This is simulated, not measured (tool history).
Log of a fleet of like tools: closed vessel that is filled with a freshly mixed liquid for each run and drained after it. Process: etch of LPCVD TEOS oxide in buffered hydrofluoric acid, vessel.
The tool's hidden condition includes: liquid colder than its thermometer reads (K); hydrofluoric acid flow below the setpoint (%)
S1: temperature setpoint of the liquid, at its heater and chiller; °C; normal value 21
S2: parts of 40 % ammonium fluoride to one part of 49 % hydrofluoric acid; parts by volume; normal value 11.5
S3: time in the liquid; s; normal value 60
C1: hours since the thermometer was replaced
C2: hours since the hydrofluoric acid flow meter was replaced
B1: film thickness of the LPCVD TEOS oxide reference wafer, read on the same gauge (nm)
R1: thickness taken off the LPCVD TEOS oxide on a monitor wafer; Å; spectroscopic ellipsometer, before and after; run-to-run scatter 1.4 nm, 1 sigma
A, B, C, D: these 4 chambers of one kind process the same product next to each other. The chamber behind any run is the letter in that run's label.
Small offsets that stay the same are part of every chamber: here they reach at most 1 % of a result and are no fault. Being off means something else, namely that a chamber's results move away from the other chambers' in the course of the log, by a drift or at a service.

run 1B hour=10.5 | S1=21 S2=11.5 S3=60 | C1=352.4 C2=190 | B1=50.053 | R1=2219.4
run 2D hour=17.8 | S1=21 S2=11.5 S3=60 | C1=117.5 C2=241.3 | B1=50.019 | R1=2199.5
run 3C hour=24.2 | S1=21 S2=11.5 S3=60 | C1=2505.4 C2=658.3 | B1=50.02 | R1=2200.7
run 4A hour=31.9 | S1=21 S2=11.5 S3=60 | C1=499.7 C2=409.6 | B1=49.956 | R1=2152.1
run 5D hour=40.8 | S1=21 S2=11.5 S3=60 | C1=140.5 C2=264.3 | B1=50 | R1=2220.5
run 6A hour=48.7 | S1=21 S2=15.5 S3=45 | C1=516.5 C2=426.4 | B1=50.009 | R1=1218.8
run 7C hour=56.3 | S1=21 S2=15.5 S3=45 | C1=2537.5 C2=690.4 | B1=49.965 | R1=1222
run 8B hour=65.7 | S1=21 S2=15.5 S3=45 | C1=407.6 C2=245.2 | B1=50.022 | R1=1235.9
run 9D hour=71.5 | S1=21 S2=15.5 S3=45 | C1=171.2 C2=295 | B1=49.961 | R1=1226.8
run 10C hour=81.8 | S1=21 S2=11.5 S3=30 | C1=2563 C2=715.9 | B1=49.957 | R1=1088.8
run 11B hour=89 | S1=21 S2=11.5 S3=30 | C1=430.9 C2=268.5 | B1=49.998 | R1=1112.3
run 12A hour=100.2 | S1=21 S2=11.5 S3=30 | C1=568 C2=477.9 | B1=49.996 | R1=1091.3
run 13D hour=106.9 | S1=21 S2=11.5 S3=30 | C1=206.6 C2=330.4 | B1=50.002 | R1=1097.8
run 14B hour=117.4 | S1=21 S2=11.5 S3=60 | C1=459.3 C2=296.9 | B1=50.026 | R1=2198.7
run 15C hour=124.9 | S1=21 S2=11.5 S3=60 | C1=2606.1 C2=759 | B1=49.96 | R1=2180.8
run 16A hour=134.9 | S1=21 S2=11.5 S3=60 | C1=602.7 C2=512.6 | B1=50.011 | R1=2174
run 17B hour=141.4 | S1=21 S2=11.5 S3=60 | C1=483.3 C2=320.9 | B1=49.979 | R1=2204.2
run 18C hour=148.3 | S1=21 S2=11.5 S3=60 | C1=2629.5 C2=782.4 | B1=50.002 | R1=2187.8
run 19D hour=158.2 | S1=21 S2=11.5 S3=60 | C1=257.9 C2=381.7 | B1=49.993 | R1=2197.2
run 20A hour=168.9 | S1=21 S2=11.5 S3=60 | C1=636.7 C2=546.6 | B1=50.001 | R1=2158.9
run 21C hour=176 | S1=21 S2=11.5 S3=60 | C1=2657.2 C2=810.1 | B1=49.978 | R1=2147.4
run 22A hour=182.6 | S1=21 S2=11.5 S3=60 | C1=650.4 C2=560.3 | B1=50.04 | R1=2175.8
run 23B hour=192 | S1=21 S2=11.5 S3=60 | C1=533.9 C2=371.5 | B1=49.987 | R1=2204.9
run 24D hour=201.9 | S1=21 S2=9 S3=35 | C1=301.6 C2=425.4 | B1=49.957 | R1=1591.7
-- hour=205.1 chamber C: thermometer replaced
run 25B hour=210.6 | S1=21 S2=9 S3=35 | C1=552.5 C2=390.1 | B1=49.942 | R1=1569.2
run 26D hour=216.5 | S1=21 S2=9 S3=35 | C1=316.2 C2=440 | B1=49.983 | R1=1582.7
run 27C hour=227.2 | S1=21 S2=9 S3=35 | C1=22.1 C2=861.3 | B1=49.954 | R1=1556.2
run 28A hour=234.2 | S1=21 S2=11.5 S3=60 | C1=702 C2=611.9 | B1=49.994 | R1=2104.3
run 29A hour=243.3 | S1=21 S2=11.5 S3=60 | C1=711.1 C2=621 | B1=49.981 | R1=2129.9
run 30D hour=253 | S1=25.5 S2=10 S3=60 | C1=352.7 C2=476.5 | B1=49.953 | R1=3254.1
run 31C hour=260.3 | S1=25.5 S2=10 S3=60 | C1=55.2 C2=894.4 | B1=50.007 | R1=3171.9
run 32B hour=269.4 | S1=25.5 S2=10 S3=60 | C1=611.3 C2=448.9 | B1=50.001 | R1=3209.9
run 33D hour=275.9 | S1=25.5 S2=10 S3=60 | C1=375.6 C2=499.4 | B1=50.019 | R1=3240.3

Next, every chamber runs the same settings. What will each give?
run 34A hour=284.2 | S1=21 S2=11.5 S3=40 | R1=?
run 34B hour=284.2 | S1=21 S2=11.5 S3=40 | R1=?
run 34C hour=284.2 | S1=21 S2=11.5 S3=40 | R1=?
run 34D hour=284.2 | S1=21 S2=11.5 S3=40 | R1=?

run=34A R1=1383.2
run=34B R1=1469
run=34C R1=1443.7
run=34D R1=1475.9
